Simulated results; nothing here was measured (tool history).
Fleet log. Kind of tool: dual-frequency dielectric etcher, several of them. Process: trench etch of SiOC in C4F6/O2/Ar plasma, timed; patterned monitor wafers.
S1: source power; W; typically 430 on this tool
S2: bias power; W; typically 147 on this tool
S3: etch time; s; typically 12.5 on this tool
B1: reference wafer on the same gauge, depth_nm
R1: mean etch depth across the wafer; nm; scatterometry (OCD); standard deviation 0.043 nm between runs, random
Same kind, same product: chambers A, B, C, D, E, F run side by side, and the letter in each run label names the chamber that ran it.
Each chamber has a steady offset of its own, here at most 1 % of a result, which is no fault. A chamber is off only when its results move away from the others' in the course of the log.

| run | hour | S1 | S2 | S3 | B1 | R1 |
|---|---|---|---|---|---|---|
| 1B | 7.8 | 430 | 147 | 12.5 | 21.007 | 24.885 |
| 2C | 14.8 | 430 | 147 | 12.5 | 21.005 | 25.179 |
| 3F | 19.2 | 430 | 147 | 12.5 | 21.014 | 25.116 |
| 4E | 23.3 | 430 | 147 | 12.5 | 21.028 | 25.142 |
| 5A | 31.5 | 430 | 147 | 12.5 | 21.017 | 25.040 |
| 6D | 37.3 | 430 | 147 | 12.5 | 21.028 | 25.145 |
| 7C | 41.2 | 430 | 147 | 12.5 | 21.029 | 25.118 |
| 8F | 46.6 | 430 | 147 | 12.5 | 21.037 | 25.144 |
| 9A | 51.6 | 430 | 147 | 12.5 | 21.034 | 25.045 |
| 10E | 57.3 | 430 | 147 | 12.5 | 21.036 | 25.110 |
| 11D | 62.8 | 430 | 147 | 12.5 | 21.043 | 25.146 |
| 12B | 67.7 | 430 | 147 | 12.5 | 21.052 | 24.954 |
| 13D | 74.1 | 430 | 147 | 12.5 | 21.045 | 25.151 |
| 14C | 79.7 | 430 | 147 | 12.5 | 21.045 | 25.134 |
| 15E | 83.9 | 430 | 111 | 12.5 | 21.061 | 23.310 |
| 16A | 89.8 | 430 | 111 | 12.5 | 21.060 | 23.093 |
|  | 95.5 | chamber A: wet clean of the chamber |
|  | 95.7 | chamber C: wet clean of the chamber |
| 17F | 97.6 | 430 | 111 | 12.5 | 21.066 | 23.184 |
| 18B | 104.5 | 430 | 111 | 12.5 | 21.065 | 23.014 |
| 19B | 108.8 | 430 | 111 | 12.5 | 21.077 | 23.032 |
| 20F | 115.5 | 430 | 111 | 12.5 | 21.076 | 23.271 |
|  | 123.1 | chamber A: bias power generator calibrated |
| 21A | 123.5 | 430 | 147 | 12.5 | 21.076 | 25.064 |
| 22D | 131.5 | 430 | 147 | 12.5 | 21.094 | 25.228 |
| 23C | 136.1 | 430 | 147 | 12.5 | 21.092 | 25.381 |
| 24E | 142.3 | 430 | 147 | 12.5 | 21.103 | 25.319 |
| 25C | 146.5 | 430 | 147 | 12.5 | 21.094 | 25.264 |
|  | 149.4 | chamber B: source power generator calibrated |
| 26A | 154.5 | 430 | 147 | 12.5 | 21.114 | 25.147 |
| 27B | 160.0 | 430 | 147 | 12.5 | 21.111 | 25.137 |
| 28E | 166.0 | 430 | 147 | 12.5 | 21.111 | 25.298 |
| 29D | 171.4 | 430 | 147 | 12.5 | 21.119 | 25.275 |
| 30F | 177.7 | 430 | 147 | 12.5 | 21.121 | 25.287 |
| 31C | 183.1 | 430 | 147 | 12.5 | 21.124 | 25.263 |
|  | 185.6 | chamber F: bias power generator calibrated |
| 32B | 190.8 | 430 | 147 | 12.5 | 21.120 | 25.110 |
| 33F | 199.2 | 350 | 147 | 15.5 | 21.131 | 28.879 |
| 34D | 204.8 | 350 | 147 | 15.5 | 21.133 | 28.920 |
|  | 205.6 | chamber E: wet clean of the chamber |
| 35A | 211.4 | 350 | 147 | 15.5 | 21.139 | 28.842 |
| 36E | 215.2 | 350 | 147 | 15.5 | 21.153 | 28.940 |

Decide between three cases: one chamber stands off from its peers, the gauge reading all wafers drifts, or nothing is wrong past each chamber's small offset. Where a chamber is off, say which and what most likely put it there.

The shared gauge is drifting. All chambers look as if they move in step, but none is off.
Most likely cause: gauge reads high (%) = 0.708.

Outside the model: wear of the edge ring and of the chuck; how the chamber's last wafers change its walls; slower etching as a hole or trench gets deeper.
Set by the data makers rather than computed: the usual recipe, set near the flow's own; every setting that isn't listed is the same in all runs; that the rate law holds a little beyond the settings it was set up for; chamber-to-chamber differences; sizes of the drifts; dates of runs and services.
